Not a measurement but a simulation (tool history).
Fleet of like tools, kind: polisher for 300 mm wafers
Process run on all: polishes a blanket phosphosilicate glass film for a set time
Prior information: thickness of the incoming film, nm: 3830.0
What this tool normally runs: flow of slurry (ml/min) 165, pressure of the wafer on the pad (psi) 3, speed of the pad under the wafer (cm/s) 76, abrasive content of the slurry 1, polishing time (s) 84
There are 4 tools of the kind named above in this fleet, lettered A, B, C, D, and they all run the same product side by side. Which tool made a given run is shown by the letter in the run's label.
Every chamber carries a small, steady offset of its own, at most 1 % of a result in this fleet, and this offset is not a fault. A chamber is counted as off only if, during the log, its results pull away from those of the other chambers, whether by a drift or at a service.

run,day,flow of slurry (ml/min),pressure of the wafer on the pad (psi),speed of the pad under the wafer (cm/s),abrasive content of the slurry,polishing time (s),film removed (angstrom)
# day 0.117: chamber C: worn pad replaced by a new one
1A,0.271,165,3,76,1,84,6658
# day 0.408: chamber A: conditioning disc replaced and pad reconditioned
2C,0.529,165,3,76,1,84,6654.5
3D,0.929,165,3,76,1,84,6557.7
# day 1.008: chamber A: slurry blender recalibrated
# day 1.046: chamber C: slurry blender recalibrated
4B,1.212,165,3,76,1,84,6449.6
5D,1.571,165,3,76,1,104,8212.7
# day 1.625: chamber B: worn pad replaced by a new one
6B,1.921,165,3,76,1,104,8109.2
# day 1.954: chamber A: worn pad replaced by a new one
# day 2.388: chamber D: slurry blender recalibrated
7C,2.483,165,3,76,1,104,8117.2
# day 2.692: chamber D: worn pad replaced by a new one
8A,2.796,165,3,76,1,104,8033.2
# day 3.204: chamber B: conditioning disc replaced and pad reconditioned
# day 3.208: chamber C: worn pad replaced by a new one
9C,3.346,165,3,76,1,84,6652
10D,3.742,165,3,76,1,84,6590.7
11A,4.004,165,3,76,1,84,6511.9
# day 4.596: chamber B: worn pad replaced by a new one
12B,4.596,165,3,76,1,84,6482.2
# day 4.883: chamber A: worn pad replaced by a new one
13A,5.058,165,3,76,1,84,6499.4
14C,5.421,165,3,76,1,84,6413.3
# day 5.971: chamber D: worn pad replaced by a new one
15B,6.012,165,3.8,76,1,95,8995.8
# day 6.225: chamber C: worn pad replaced by a new one
16D,6.275,165,3.8,76,1,95,9384.4
17C,6.762,165,3.8,76,1,95,9415.5
# day 7.125: chamber D: head pressure recalibrated
18A,7.288,165,3.8,76,1,95,9548.1
# day 7.325: chamber A: slurry nozzle cleaned
# day 7.467: chamber D: conditioning disc replaced and pad reconditioned
19D,7.638,165,3,76,1,84,6621
# day 7.717: chamber A: worn pad replaced by a new one
# day 7.896: chamber B: conditioning disc replaced and pad reconditioned
20B,7.988,165,3,76,1,84,6364
# day 8.021: chamber B: worn pad replaced by a new one
21D,8.304,165,3,76,1,84,6633.8
# day 8.596: chamber B: head pressure recalibrated
22B,8.733,165,3,76,1,84,6350.8
# day 8.771: chamber C: worn pad replaced by a new one
23A,9.188,165,3,76,1,84,6535.1
# day 9.333: chamber D: worn pad replaced by a new one
# day 9.417: chamber A: slurry blender recalibrated
# day 9.525: chamber D: slurry nozzle cleaned
24C,9.621,165,3,76,1,84,6547.3
25C,10.025,165,3,76,1,84,6456.2
# day 10.408: chamber A: worn pad replaced by a new one
26A,10.538,165,3,76,1,84,6624.7
27D,10.946,165,3,76,1,84,6588
# day 11.196: chamber B: worn pad replaced by a new one
28B,11.525,165,3,76,1,104,7755.5
# day 11.6: chamber A: head pressure recalibrated
# day 11.721: chamber C: worn pad replaced by a new one
29C,11.9,165,3,76,1,104,8016.6
30D,12.296,165,3,76,1,104,8212.4
31A,12.704,165,3,76,1,104,7980.7
# day 12.967: chamber B: conditioning disc replaced and pad reconditioned
32B,13.067,165,3,76,1,84,6098.6
# day 13.304: chamber D: worn pad replaced by a new one
33C,13.508,165,3,76,1,84,6663.2
34D,13.846,165,3,76,1,84,6587.8

Is one chamber off against the others, does the gauge drift, or is nothing wrong? If a chamber is off, say which, and what the likeliest cause is.

One chamber, B, drifts off from the rest bit by bit.
Cause: abrasive missing from the slurry, % = 12.5.
The log may not separate it from: slurry flow missing at the pad, %.

Which of the 4 candidates below, each the usual settings with something changed and its results left as question marks, puts chamber B back in line with what the other chambers give on the usual settings?
Counts as in line when no further than this from what the other chambers average on the usual settings: film removed (angstrom) 250
35B-1,14.271,165,3,76,1,96,?
35B-2,14.271,165,2.8,76,1,84,?
35B-3,14.271,165,3.1,78,1,86,?
35B-4,14.271,160,2.7,76,0.95,84,?

The other chambers' mean on the usual settings: film removed (angstrom) 6569.7
run,film removed (angstrom)
35B-1,7039.7
35B-2,5752.6
35B-3,6651.2
35B-4,5383.5
35B-3 brings the chamber back in line.
